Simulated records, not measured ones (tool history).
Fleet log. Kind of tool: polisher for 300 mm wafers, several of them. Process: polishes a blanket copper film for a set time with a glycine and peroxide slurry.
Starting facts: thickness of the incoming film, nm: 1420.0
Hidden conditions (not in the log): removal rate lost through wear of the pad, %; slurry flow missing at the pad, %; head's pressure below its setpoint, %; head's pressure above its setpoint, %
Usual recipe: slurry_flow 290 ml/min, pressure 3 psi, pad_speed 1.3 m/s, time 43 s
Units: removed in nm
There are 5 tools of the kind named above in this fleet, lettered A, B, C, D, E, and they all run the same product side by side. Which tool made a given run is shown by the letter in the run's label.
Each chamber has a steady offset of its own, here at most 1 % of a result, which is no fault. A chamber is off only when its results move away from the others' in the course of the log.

run   hour  slurry_flow  pressure  pad_speed  time  wafers polished on this pad  hours since the slurry nozzle was cleaned  hours since the head pressure was calibrated  removed
 1E    5.2          290         3        1.3    43                          102                                       52.7                                         503.5   303.35
 2C   14.7          290         3        1.3    43                          601                                        344                                         268.3   307.33
      20.8  -- chamber B: head pressure recalibrated
 3B   21.7          290         3        1.3    43                          494                                       66.6                                             1   306.51
 4D     27          290         3        1.3    43                          405                                      266.2                                         395.3   303.74
      33.6  -- chamber C: worn pad replaced by a new one
      35.2  -- chamber A: slurry nozzle cleaned
 5A   36.3          290         3        1.3    43                          449                                        1.2                                         625.6   301.75
 6B   41.3          290         3        1.3    43                          701                                       86.2                                          20.6      304
 7C   46.5          290         3        1.3    43                          137                                      375.8                                         300.1   299.65
 8E     54          290         3        1.3    43                          618                                      101.5                                         552.3   302.56
 9D   61.3          290         3        1.3    43                          767                                      300.5                                         429.6   312.85
        65  -- chamber B: worn pad replaced by a new one
10A   69.8          290         3        1.3    43                          803                                       34.7                                         659.1   294.69
11D   78.4          290         3        1.3    43                          948                                      317.6                                         446.7   312.29
12A     85          290         3        1.3    43                          964                                       49.9                                         674.3   297.47
13C   92.2          290         3        1.3    43                          620                                      421.5                                         345.8   306.95
        96  -- chamber A: worn pad replaced by a new one
      99.8  -- chamber D: worn pad replaced by a new one
14B   99.9          290         3        1.3    43                          369                                      144.8                                          79.2   308.13
15E    108          380       3.7        1.3    43                         1189                                      155.5                                         606.3   367.56
     111.2  -- chamber C: worn pad replaced by a new one
       113  -- chamber E: worn pad replaced by a new one
16B  113.2          380       3.7        1.3    43                          510                                      158.1                                          92.5   371.03
17D  118.4          380       3.7        1.3    43                          196                                      357.6                                         486.7   382.24
18E    126          380       3.7        1.3    43                          138                                      173.5                                         624.3   378.04
19A  134.7          380       3.7        1.3    43                          410                                       99.6                                           724   367.56
     137.2  -- chamber E: slurry nozzle cleaned
20C  139.4          290         3        1.3    43                          299                                      468.7                                           393   308.99
21E  147.7          290         3        1.3    43                          367                                       10.5                                           646   305.23
22D  152.3          290         3        1.3    43                          555                                      391.5                                         520.6   319.68
23C    157          290         3       1.72    56                          485                                      486.3                                         410.6   513.57
       163  -- chamber B: worn pad replaced by a new one
24A  163.4          290         3       1.72    56                          713                                      128.3                                         752.7   500.32
25B  167.8          290         3       1.72    56                           51                                      212.7                                         147.1   500.43
26B    173          290         3       1.72    56                          106                                      217.9                                         152.3   514.05
     173.7  -- chamber C: worn pad replaced by a new one
     174.6  -- chamber D: slurry nozzle cleaned
27D  180.4          290         3       1.72    56                          852                                        5.9                                         548.7   542.63
       183  -- chamber A: worn pad replaced by a new one
     183.3  -- chamber A: head pressure recalibrated
28C  187.5          290         3        1.3    43                          146                                      516.8                                         441.1   311.65
29E  194.9          290         3        1.3    43                          866                                       57.7                                         693.2   302.74
30A  200.3          290         3        1.3    43                          183                                      165.2                                          17.1   302.97
31C  205.1          290         3        1.3    43                          333                                      534.4                                         458.7   308.63
       207  -- chamber D: worn pad replaced by a new one
32B  210.4          290         3        1.3    32                          502                                      255.3                                         189.7   229.28
33A  218.4          290         3        1.3    32                          375                                      183.3                                          35.2   223.75
34D  223.7          290         3        1.3    32                          177                                       49.2                                           592   246.11
35E  228.3          290         3        1.3    32                         1220                                       91.1                                         726.6    225.5
36D  233.9          290         3        1.3    32                          285                                       59.4                                         602.2   249.29
37E  241.4          290         3        1.3    43                         1358                                      104.2                                         739.7   297.47
     244.1  -- chamber C: worn pad replaced by a new one
38A  249.5          290         3        1.3    43                          704                                      214.4                                          66.3   302.28
39C    257          290         3        1.3    43                          137                                      586.3                                         510.6   313.19
     259.5  -- chamber B: worn pad replaced by a new one
40B  263.3          290         3        1.3    43                           41                                      308.2                                         242.6   306.46

Does one chamber stand apart from the rest, does the shared gauge drift, or is all well apart from small per-chamber offsets? Give the chamber and the most likely cause, where there is one.

It is chamber D that slowly wanders off from its peers.
Likeliest cause: head's pressure above its setpoint, % = 12.3.

Below are 4 candidate recipes for chamber D's next run, each the usual settings with a change, their results shown as question marks. Which of them brings D's results back in line with what the other chambers give on the usual settings?
To be in line, a result may differ from the other chambers' mean on the usual settings by at most: removed 11 nm
41D-1  270.2          290       3.3       1.44    43                                                                                                                              ?
41D-2  270.2          290       2.7       1.16    43                                                                                                                              ?
41D-3  270.2          290       3.2        1.3    46                                                                                                                              ?
41D-4  270.2          285         3       1.14    43                                                                                                                              ?

Average result of the remaining chambers running the usual settings: removed 303.92 nm
  run  removed
41D-1   404.24
41D-2   279.77
41D-3   383.84
41D-4    301.5
It is 41D-4 that realigns the chamber with its peers.
